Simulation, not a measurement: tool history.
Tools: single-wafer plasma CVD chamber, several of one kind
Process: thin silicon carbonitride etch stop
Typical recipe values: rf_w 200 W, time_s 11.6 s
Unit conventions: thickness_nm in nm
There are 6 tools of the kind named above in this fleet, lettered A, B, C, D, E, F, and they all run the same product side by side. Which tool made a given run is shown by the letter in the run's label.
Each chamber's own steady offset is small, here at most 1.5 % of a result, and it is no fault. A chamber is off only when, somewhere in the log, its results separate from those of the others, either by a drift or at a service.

run   hour  rf_w  time_s  read-back reference wafer on the same gauge, thickness_nm  thickness_nm
 1C    4.9   200    11.6                                                     7.4423        6.5532
 2B   12.5   200    11.6                                                     7.4408        6.6148
 3A   20.7   200    11.6                                                     7.4429        6.5183
 4D   30.8   200    11.6                                                     7.4436        6.5537
 5E   41.2   185    11.6                                                     7.4434        6.4778
 6F   49.0   185    11.6                                                     7.4453        6.3970
 7F   56.3   185    11.6                                                     7.4451        6.3886
 8B   62.3   185    11.6                                                     7.4499        6.4760
 9E   67.5   185    11.6                                                     7.4465        6.4762
10D   74.1   185    11.6                                                     7.4468        6.4047
      80.6  -- chamber A: thermocouple changed; heater temperature recalibrated
11A   81.8   200    11.6                                                     7.4494        6.5274
12C   88.4   170    13.7                                                     7.4490        7.4006
13D   93.6   170    13.7                                                     7.4485        7.3706
14B  102.3   170    13.7                                                     7.4532        7.4701
15F  112.8   170    13.7                                                     7.4538        7.3596
     114.3  -- chamber F: thermocouple changed; heater temperature recalibrated
16A  118.1   170    13.7                                                     7.4561        7.3455
17E  123.0   170    13.7                                                     7.4546        7.4744
18C  128.8   200    11.6                                                     7.4559        6.5807
19A  134.3   200    11.6                                                     7.4583        6.5329
20F  142.6   200    11.6                                                     7.4606        6.5595
21E  148.9   200    11.6                                                     7.4580        6.6433
22B  159.2   200    11.6                                                     7.4600        6.6240
23C  169.6   200    11.6                                                     7.4619        6.5800
24D  178.2   210    12.8                                                     7.4626        7.3576
25B  186.1   210    12.8                                                     7.4641        7.4361
26C  193.5   210    12.8                                                     7.4633        7.3728
27D  202.1   210    12.8                                                     7.4625        7.3559
28F  211.2   210    12.8                                                     7.4671        7.3541
29E  216.7   210    12.8                                                     7.4667        7.4396
30A  222.0   200    11.6                                                     7.4692        6.5525
31B  228.8   200    11.6                                                     7.4677        6.6550
     230.5  -- chamber E: thermocouple changed; heater temperature recalibrated
     236.4  -- chamber B: RF generator calibrated
32C  237.0   200    11.6                                                     7.4699        6.5894
33A  243.2   200    11.6                                                     7.4716        6.5426
34E  248.6   200    11.6                                                     7.4698        6.6509
35F  253.7   200    11.6                                                     7.4703        6.5662
36D  261.5   200    11.6                                                     7.4726        6.5730
37F  266.1   200    11.6                                                     7.4721        6.5753
38B  273.8   200    12.3                                                     7.4747        7.0538
39E  281.0   200    12.3                                                     7.4744        7.0588
40C  287.3   200    12.3                                                     7.4742        7.0001

Is one chamber out of step, is the gauge drifting, or do the chambers differ by no more than their own small offsets? For an off chamber, give its letter and the likeliest cause.

No chamber is off; the gauge reading every chamber's wafers drifts, which makes the whole fleet appear to move together.
Likeliest cause: gauge reads high (%) = 0.486.
